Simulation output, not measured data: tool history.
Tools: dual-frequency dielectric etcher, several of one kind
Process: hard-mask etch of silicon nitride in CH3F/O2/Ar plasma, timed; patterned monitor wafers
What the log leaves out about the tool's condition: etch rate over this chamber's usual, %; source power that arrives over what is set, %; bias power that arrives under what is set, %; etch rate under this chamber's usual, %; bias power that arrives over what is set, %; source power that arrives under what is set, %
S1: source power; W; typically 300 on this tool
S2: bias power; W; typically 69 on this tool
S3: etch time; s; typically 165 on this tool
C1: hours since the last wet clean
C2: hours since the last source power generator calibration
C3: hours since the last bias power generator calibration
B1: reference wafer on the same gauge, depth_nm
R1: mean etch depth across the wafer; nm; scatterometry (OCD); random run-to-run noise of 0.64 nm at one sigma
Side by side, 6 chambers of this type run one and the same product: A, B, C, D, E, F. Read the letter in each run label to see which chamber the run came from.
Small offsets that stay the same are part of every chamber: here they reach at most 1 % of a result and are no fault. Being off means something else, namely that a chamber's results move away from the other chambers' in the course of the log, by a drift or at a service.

run 1E hour=7.2 | S1=300 S2=69 S3=165 | C1=328.7 C2=1455.6 C3=1231.3 | B1=119.19 | R1=101.65
run 2D hour=11.8 | S1=300 S2=69 S3=165 | C1=457.7 C2=4329.4 C3=913.1 | B1=118.91 | R1=101.71
-- hour=17.2 chamber A: bias power generator calibrated
run 3C hour=18.2 | S1=300 S2=69 S3=165 | C1=490.3 C2=1983.7 C3=3352.8 | B1=118.93 | R1=101.99
run 4B hour=26.4 | S1=300 S2=69 S3=165 | C1=276.7 C2=905.2 C3=1251.3 | B1=119.04 | R1=101.80
run 5F hour=35.3 | S1=300 S2=69 S3=165 | C1=311.4 C2=1290.4 C3=979.3 | B1=119.18 | R1=102.00
run 6A hour=40.5 | S1=300 S2=69 S3=165 | C1=134.0 C2=1319.2 C3=23.4 | B1=119.04 | R1=102.59
run 7F hour=50.0 | S1=300 S2=69 S3=165 | C1=326.1 C2=1305.1 C3=994.0 | B1=119.03 | R1=101.51
-- hour=54.3 chamber C: wet clean of the chamber
run 8E hour=56.6 | S1=300 S2=69 S3=165 | C1=378.1 C2=1505.0 C3=1280.7 | B1=118.80 | R1=101.93
run 9A hour=66.1 | S1=300 S2=69 S3=165 | C1=159.6 C2=1344.8 C3=49.0 | B1=118.98 | R1=101.92
-- hour=66.5 chamber E: wet clean of the chamber
run 10B hour=71.2 | S1=300 S2=69 S3=165 | C1=321.5 C2=950.0 C3=1296.1 | B1=119.18 | R1=102.76
run 11C hour=78.7 | S1=300 S2=69 S3=165 | C1=24.5 C2=2044.2 C3=3413.3 | B1=118.95 | R1=101.95
run 12D hour=83.4 | S1=300 S2=69 S3=165 | C1=529.3 C2=4401.0 C3=984.7 | B1=119.07 | R1=102.65
run 13C hour=89.2 | S1=300 S2=78 S3=165 | C1=35.0 C2=2054.7 C3=3423.8 | B1=118.91 | R1=108.65
run 14A hour=93.9 | S1=300 S2=78 S3=165 | C1=187.4 C2=1372.6 C3=76.8 | B1=119.14 | R1=107.52
run 15B hour=98.3 | S1=300 S2=78 S3=165 | C1=348.6 C2=977.1 C3=1323.2 | B1=119.12 | R1=107.70
run 16D hour=107.0 | S1=300 S2=78 S3=165 | C1=552.9 C2=4424.6 C3=1008.3 | B1=118.96 | R1=105.26
run 17F hour=113.9 | S1=300 S2=78 S3=165 | C1=390.0 C2=1369.0 C3=1057.9 | B1=119.01 | R1=107.01
run 18E hour=123.1 | S1=300 S2=78 S3=165 | C1=56.7 C2=1571.5 C3=1347.2 | B1=119.00 | R1=105.92
run 19C hour=128.7 | S1=300 S2=69 S3=165 | C1=74.5 C2=2094.2 C3=3463.3 | B1=119.22 | R1=102.63
run 20B hour=133.5 | S1=300 S2=69 S3=202 | C1=383.8 C2=1012.3 C3=1358.4 | B1=118.98 | R1=126.94
run 21A hour=142.4 | S1=300 S2=69 S3=202 | C1=235.9 C2=1421.1 C3=125.3 | B1=118.95 | R1=124.09
run 22F hour=150.3 | S1=300 S2=69 S3=202 | C1=426.4 C2=1405.4 C3=1094.3 | B1=118.94 | R1=124.99
run 23E hour=159.8 | S1=300 S2=69 S3=202 | C1=93.4 C2=1608.2 C3=1383.9 | B1=118.79 | R1=125.96
run 24D hour=165.3 | S1=300 S2=69 S3=202 | C1=611.2 C2=4482.9 C3=1066.6 | B1=119.02 | R1=124.30
run 25B hour=170.0 | S1=300 S2=69 S3=202 | C1=420.3 C2=1048.8 C3=1394.9 | B1=119.11 | R1=128.12
run 26F hour=175.1 | S1=300 S2=69 S3=165 | C1=451.2 C2=1430.2 C3=1119.1 | B1=119.17 | R1=101.35
run 27D hour=180.6 | S1=360 S2=69 S3=165 | C1=626.5 C2=4498.2 C3=1081.9 | B1=118.97 | R1=108.93
-- hour=187.0 chamber D: wet clean of the chamber
run 28E hour=189.5 | S1=360 S2=69 S3=165 | C1=123.1 C2=1637.9 C3=1413.6 | B1=119.12 | R1=109.05
run 29A hour=198.0 | S1=360 S2=69 S3=165 | C1=291.5 C2=1476.7 C3=180.9 | B1=119.17 | R1=110.26
run 30C hour=204.4 | S1=360 S2=69 S3=165 | C1=150.2 C2=2169.9 C3=3539.0 | B1=119.10 | R1=109.68
run 31A hour=211.3 | S1=360 S2=69 S3=165 | C1=304.8 C2=1490.0 C3=194.2 | B1=119.10 | R1=109.68
run 32C hour=220.6 | S1=360 S2=69 S3=165 | C1=166.4 C2=2186.1 C3=3555.2 | B1=118.83 | R1=109.97
run 33F hour=229.7 | S1=320 S2=69 S3=165 | C1=505.8 C2=1484.8 C3=1173.7 | B1=119.15 | R1=104.94
run 34D hour=238.8 | S1=320 S2=69 S3=165 | C1=51.9 C2=4556.4 C3=1140.1 | B1=118.97 | R1=104.63
run 35E hour=244.3 | S1=320 S2=69 S3=165 | C1=177.9 C2=1692.7 C3=1468.4 | B1=119.12 | R1=104.43
run 36B hour=253.4 | S1=320 S2=69 S3=165 | C1=503.7 C2=1132.2 C3=1478.3 | B1=118.94 | R1=108.58
run 37C hour=262.6 | S1=320 S2=69 S3=165 | C1=208.4 C2=2228.1 C3=3597.2 | B1=119.19 | R1=105.32
run 38A hour=272.0 | S1=320 S2=69 S3=165 | C1=365.5 C2=1550.7 C3=254.9 | B1=118.95 | R1=103.97
run 39E hour=276.7 | S1=300 S2=69 S3=165 | C1=210.3 C2=1725.1 C3=1500.8 | B1=119.11 | R1=101.70
run 40B hour=286.1 | S1=300 S2=69 S3=165 | C1=536.4 C2=1164.9 C3=1511.0 | B1=119.21 | R1=107.17
run 41D hour=291.5 | S1=300 S2=69 S3=165 | C1=104.6 C2=4609.1 C3=1192.8 | B1=119.19 | R1=101.65
run 42F hour=299.2 | S1=300 S2=69 S3=206 | C1=575.3 C2=1554.3 C3=1243.2 | B1=118.95 | R1=127.12

The same settings go to every chamber for the next run, one line per chamber below. Forecast the results for each:
run 43A hour=306.0 | S1=300 S2=69 S3=165 | R1=?
run 43B hour=306.0 | S1=300 S2=69 S3=165 | R1=?
run 43C hour=306.0 | S1=300 S2=69 S3=165 | R1=?
run 43D hour=306.0 | S1=300 S2=69 S3=165 | R1=?
run 43E hour=306.0 | S1=300 S2=69 S3=165 | R1=?
run 43F hour=306.0 | S1=300 S2=69 S3=165 | R1=?

run=43A R1=102.35
run=43B R1=106.61
run=43C R1=101.87
run=43D R1=102.03
run=43E R1=101.80
run=43F R1=101.30
